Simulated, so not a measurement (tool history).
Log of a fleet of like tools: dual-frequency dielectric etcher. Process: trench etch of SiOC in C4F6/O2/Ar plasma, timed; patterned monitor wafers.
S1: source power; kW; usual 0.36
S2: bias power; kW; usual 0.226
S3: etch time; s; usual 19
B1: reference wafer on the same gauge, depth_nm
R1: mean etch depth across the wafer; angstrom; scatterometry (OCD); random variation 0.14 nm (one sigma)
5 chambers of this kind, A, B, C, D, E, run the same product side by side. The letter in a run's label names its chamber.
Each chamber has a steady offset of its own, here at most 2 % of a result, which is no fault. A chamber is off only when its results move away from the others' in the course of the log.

run,hour,S1,S2,S3,B1,R1
1C,3.4,0.36,0.226,19,39.915,408.92
2A,10,0.36,0.226,19,39.882,416.3
3E,16.5,0.36,0.226,19,39.936,406.57
4D,21.5,0.36,0.226,19,39.9,405.5
5B,25,0.36,0.226,19,39.912,408.94
# hour 26.4: chamber B: wet clean of the chamber
6B,29.2,0.36,0.226,19,39.927,408.06
7C,33.1,0.36,0.226,19,39.911,406.62
8A,40.1,0.36,0.226,19,39.896,414.15
9D,45.8,0.36,0.226,19,39.88,404.3
10E,49.9,0.36,0.226,19,39.923,407.34
11B,56.6,0.36,0.226,19,39.908,407.59
# hour 63.3: chamber D: wet clean of the chamber
12C,63.4,0.36,0.226,19,39.891,408.33
13D,68.8,0.36,0.226,19,39.885,405.2
14A,74.9,0.36,0.226,19,39.907,413.74
15E,81.2,0.36,0.226,19,39.891,408.8
16A,84.9,0.36,0.226,19,39.904,413.33
17B,90.8,0.32,0.275,19,39.901,412.4
18C,97.4,0.32,0.275,19,39.908,417.33
# hour 103: chamber A: wet clean of the chamber
19D,104.3,0.32,0.275,19,39.931,415.95
20E,107.6,0.32,0.275,19,39.908,417.98
21E,113.1,0.32,0.275,19,39.92,418.68
22A,120.6,0.36,0.226,19,39.933,428.95
23D,124.3,0.36,0.226,19,39.92,405.14
24C,128.8,0.36,0.226,19,39.914,408.24
25B,135.8,0.36,0.226,19,39.898,406.92
26B,143.1,0.36,0.226,19,39.907,406.91
27A,148.7,0.36,0.226,19,39.9,428.89
28C,156,0.36,0.226,19,39.893,406.07
29D,162.4,0.28,0.226,22.5,39.871,436.52
30E,167.1,0.28,0.226,22.5,39.913,439.34
31C,173.3,0.28,0.226,22.5,39.906,435.3
32D,180.2,0.28,0.226,22.5,39.882,438.04
33A,186.8,0.28,0.226,22.5,39.891,458.94
34B,191.9,0.36,0.226,19,39.896,407.48
# hour 192: chamber E: wet clean of the chamber
35E,197.3,0.36,0.226,19,39.896,408.46

Is one chamber off against the others, does the gauge drift, or is nothing wrong? If a chamber is off, say which, and what the likeliest cause is.

A service left chamber A off against the others.
Cause: etch rate over this chamber's usual, % = 3.31.

Here are 4 candidates for chamber A's next run, each the usual settings with a change, their results left as question marks. Which one brings its results back in line with what the others give on the usual settings?
In line means no further than this from the other chambers' mean on the usual settings: R1 4.8 angstrom
36A-1,202.7,0.36,0.226,18,,?
36A-2,202.7,0.36,0.225,18.5,,?
36A-3,202.7,0.38,0.234,19,,?
36A-4,202.7,0.36,0.226,20,,?

The other chambers' mean on the usual settings: R1 406.99 angstrom
run,R1
36A-1,405.56
36A-2,416.21
36A-3,442.17
36A-4,450.62
36A-1 brings the chamber back in line.
